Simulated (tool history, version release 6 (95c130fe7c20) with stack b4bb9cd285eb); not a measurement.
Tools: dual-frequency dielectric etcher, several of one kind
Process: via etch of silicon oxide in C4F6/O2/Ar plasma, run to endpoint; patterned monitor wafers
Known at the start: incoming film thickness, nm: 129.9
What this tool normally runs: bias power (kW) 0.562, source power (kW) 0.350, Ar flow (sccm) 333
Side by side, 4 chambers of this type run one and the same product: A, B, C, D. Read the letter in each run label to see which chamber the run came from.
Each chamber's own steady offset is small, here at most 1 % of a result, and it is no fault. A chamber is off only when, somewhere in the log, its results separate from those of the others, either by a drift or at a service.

run,hour,bias power (kW),source power (kW),Ar flow (sccm),endpoint time (s)
1B,6.3,0.562,0.350,333,29.167
2C,15.7,0.562,0.350,333,29.330
3A,22.2,0.562,0.350,333,29.395
# hour 22.5: chamber A: wet clean of the chamber
4D,31.1,0.562,0.350,333,29.174
5B,39.5,0.562,0.350,333,29.084
6A,43.7,0.562,0.350,333,29.482
7D,48.5,0.562,0.400,333,27.703
8C,56.4,0.562,0.400,333,27.854
9A,63.8,0.562,0.400,333,27.810
10D,70.8,0.562,0.400,333,27.639
11B,75.3,0.562,0.350,333,29.265
12C,82.2,0.562,0.350,333,29.341
13B,91.7,0.562,0.350,333,29.281
14A,98.4,0.562,0.350,333,29.276
15C,103.6,0.562,0.350,333,29.371
# hour 110.8: chamber B: wet clean of the chamber
16D,112.8,0.562,0.350,333,28.998
17D,121.4,0.562,0.350,333,29.002
18A,127.4,0.562,0.350,333,29.047
19C,133.0,0.562,0.350,333,29.222
20B,137.8,0.562,0.350,333,29.177
21A,146.6,0.562,0.350,333,29.095
22C,151.8,0.562,0.350,333,29.300
23B,158.9,0.562,0.350,333,29.219
# hour 164.8: chamber C: wet clean of the chamber
24D,167.6,0.562,0.350,333,29.062
25A,172.8,0.562,0.350,333,29.181
26C,179.3,0.562,0.350,333,30.333
27B,186.6,0.562,0.350,333,29.174
# hour 187.1: chamber D: wet clean of the chamber
28D,192.0,0.562,0.350,333,29.046
29A,199.2,0.562,0.350,333,29.092
30D,203.8,0.562,0.350,333,28.971
31C,211.4,0.562,0.350,333,30.459
32B,217.8,0.562,0.350,333,29.070
33A,222.5,0.473,0.400,333,29.700
34C,230.7,0.473,0.400,333,30.754
35D,237.5,0.473,0.400,333,29.312
36B,244.3,0.473,0.400,333,29.474
37C,251.1,0.562,0.350,304,30.020
38B,256.2,0.562,0.350,304,28.950

Each of the 4 chambers runs these same settings next. Fill in every chamber's results:
39A,263.0,0.562,0.350,333,?
39B,263.0,0.562,0.350,333,?
39C,263.0,0.562,0.350,333,?
39D,263.0,0.562,0.350,333,?

run,endpoint time (s)
39A,29.303
39B,29.113
39C,30.352
39D,29.213
